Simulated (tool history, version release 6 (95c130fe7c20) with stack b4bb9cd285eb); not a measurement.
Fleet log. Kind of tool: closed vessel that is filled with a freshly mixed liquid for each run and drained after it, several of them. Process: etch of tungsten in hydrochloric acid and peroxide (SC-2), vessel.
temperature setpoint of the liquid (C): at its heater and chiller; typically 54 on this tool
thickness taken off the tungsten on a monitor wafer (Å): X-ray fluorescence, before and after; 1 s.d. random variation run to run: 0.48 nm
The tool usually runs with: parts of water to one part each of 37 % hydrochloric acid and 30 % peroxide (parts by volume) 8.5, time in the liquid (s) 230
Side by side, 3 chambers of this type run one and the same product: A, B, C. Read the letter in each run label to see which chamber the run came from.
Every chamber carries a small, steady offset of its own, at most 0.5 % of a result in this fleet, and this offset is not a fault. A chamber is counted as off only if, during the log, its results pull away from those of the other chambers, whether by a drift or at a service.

run,hour,temperature setpoint of the liquid (C),parts of water to one part each of 37 % hydrochloric acid and 30 % peroxide (parts by volume),time in the liquid (s),hours since the thermometer was replaced,hours since the chemicals flow meter was replaced,hours since the drum of peroxide was connected,"read-back film thickness of the tungsten reference wafer, read on the same gauge (nm)",thickness taken off the tungsten on a monitor wafer (Å)
1A,3.5,54,8.5,230,1383.9,106.8,487.2,29.993,567.55
2B,6.7,54,8.5,230,1238.1,695.1,351.7,30.002,574.52
3C,11,54,8.5,230,972.3,1384.9,351.6,29.99,561.36
4A,13.4,54,8.5,230,1393.8,116.7,497.1,29.983,570.63
5C,16.3,54,8.5,230,977.6,1390.2,356.9,29.99,555.87
6B,19.1,54,8.5,230,1250.5,707.5,364.1,30.021,562.18
7C,23,54,8.5,230,984.3,1396.9,363.6,29.997,556.87
8A,26.1,54,8.5,230,1406.5,129.4,509.8,29.999,566.45
9B,29.8,54,8.5,230,1261.2,718.2,374.8,30.005,557.81
10A,33.6,54,8.5,230,1414,136.9,517.3,29.972,561.93
11B,37.2,54,8.5,230,1268.6,725.6,382.2,30.015,564.03
12C,40.2,54,8.5,230,1001.5,1414.1,380.8,30.001,564.98
13A,43.8,54,8.5,230,1424.2,147.1,527.5,29.974,568.08
14B,46.3,54,8.5,230,1277.7,734.7,391.3,30.037,563.41
15C,48.8,54,8.5,230,1010.1,1422.7,389.4,30.002,566.23
16B,52.9,54,8.5,230,1284.3,741.3,397.9,29.984,569.11
17C,55.5,54,8.5,230,1016.8,1429.4,396.1,30.012,556.67
18A,57.4,54,8.5,350,1437.8,160.7,541.1,29.992,847.84
19A,60.3,54,8.5,350,1440.7,163.6,544,29.989,827.02
20C,63.2,54,8.5,350,1024.5,1437.1,403.8,30.022,852.11
21B,66.6,54,8.5,230,1298,755,411.6,29.992,566.8
22C,69.8,54,8.5,230,1031.1,1443.7,410.4,30.003,558.8
23A,73.9,51,8.5,350,1454.3,177.2,557.6,29.985,675.12
# hour 74: chamber C: chemicals flow meter replaced
# hour 74.7: chamber A: new drum of peroxide connected
24B,77.6,51,8.5,350,1309,766,422.6,29.961,713.28
25A,80.3,51,8.5,350,1460.7,183.6,5.7,30.015,666.09
26C,83.9,54,8.5,230,1045.2,9.9,424.5,29.996,562.15
27B,86.5,54,8.5,230,1317.9,774.9,431.5,30.012,566.57
28B,90.2,54,8.5,230,1321.6,778.6,435.2,29.991,567
29C,94.2,54,8.5,230,1055.5,20.2,434.8,29.993,562.89
30A,96.1,54,5,150,1476.5,199.4,21.5,29.975,529.65
31C,98.2,54,5,150,1059.5,24.2,438.8,30.022,551.65
32B,100.6,54,5,150,1332,789,445.6,30.016,558.2

Is one chamber out of step, is the gauge drifting, or do the chambers differ by no more than their own small offsets? For an off chamber, give its letter and the likeliest cause.

Chamber A drifts away from the others.
What lies behind it: chemicals flow below the setpoint (%) = 7.96.
Not necessarily distinguishable in this log from: liquid colder than its thermometer reads (K).

Below are 4 candidate recipes for chamber A's next run, each the usual settings with a change, their results shown as question marks. Which of them brings A's results back in line with what the other chambers give on the usual settings?
In-line tolerance around the mean of the other chambers on the usual settings: thickness taken off the tungsten on a monitor wafer (Å) 17
33A-1,103.8,55,8,230,,,,,?
33A-2,103.8,54,8.5,245,,,,,?
33A-3,103.8,53,8.5,220,,,,,?
33A-4,103.8,53,8.5,230,,,,,?

On the usual settings, the other chambers give on average: thickness taken off the tungsten on a monitor wafer (Å) 562.08
run,thickness taken off the tungsten on a monitor wafer (Å)
33A-1,592.21
33A-2,561.66
33A-3,471.87
33A-4,493.31
The right change is 33A-2: it brings the chamber back within the allowed miss of the others.
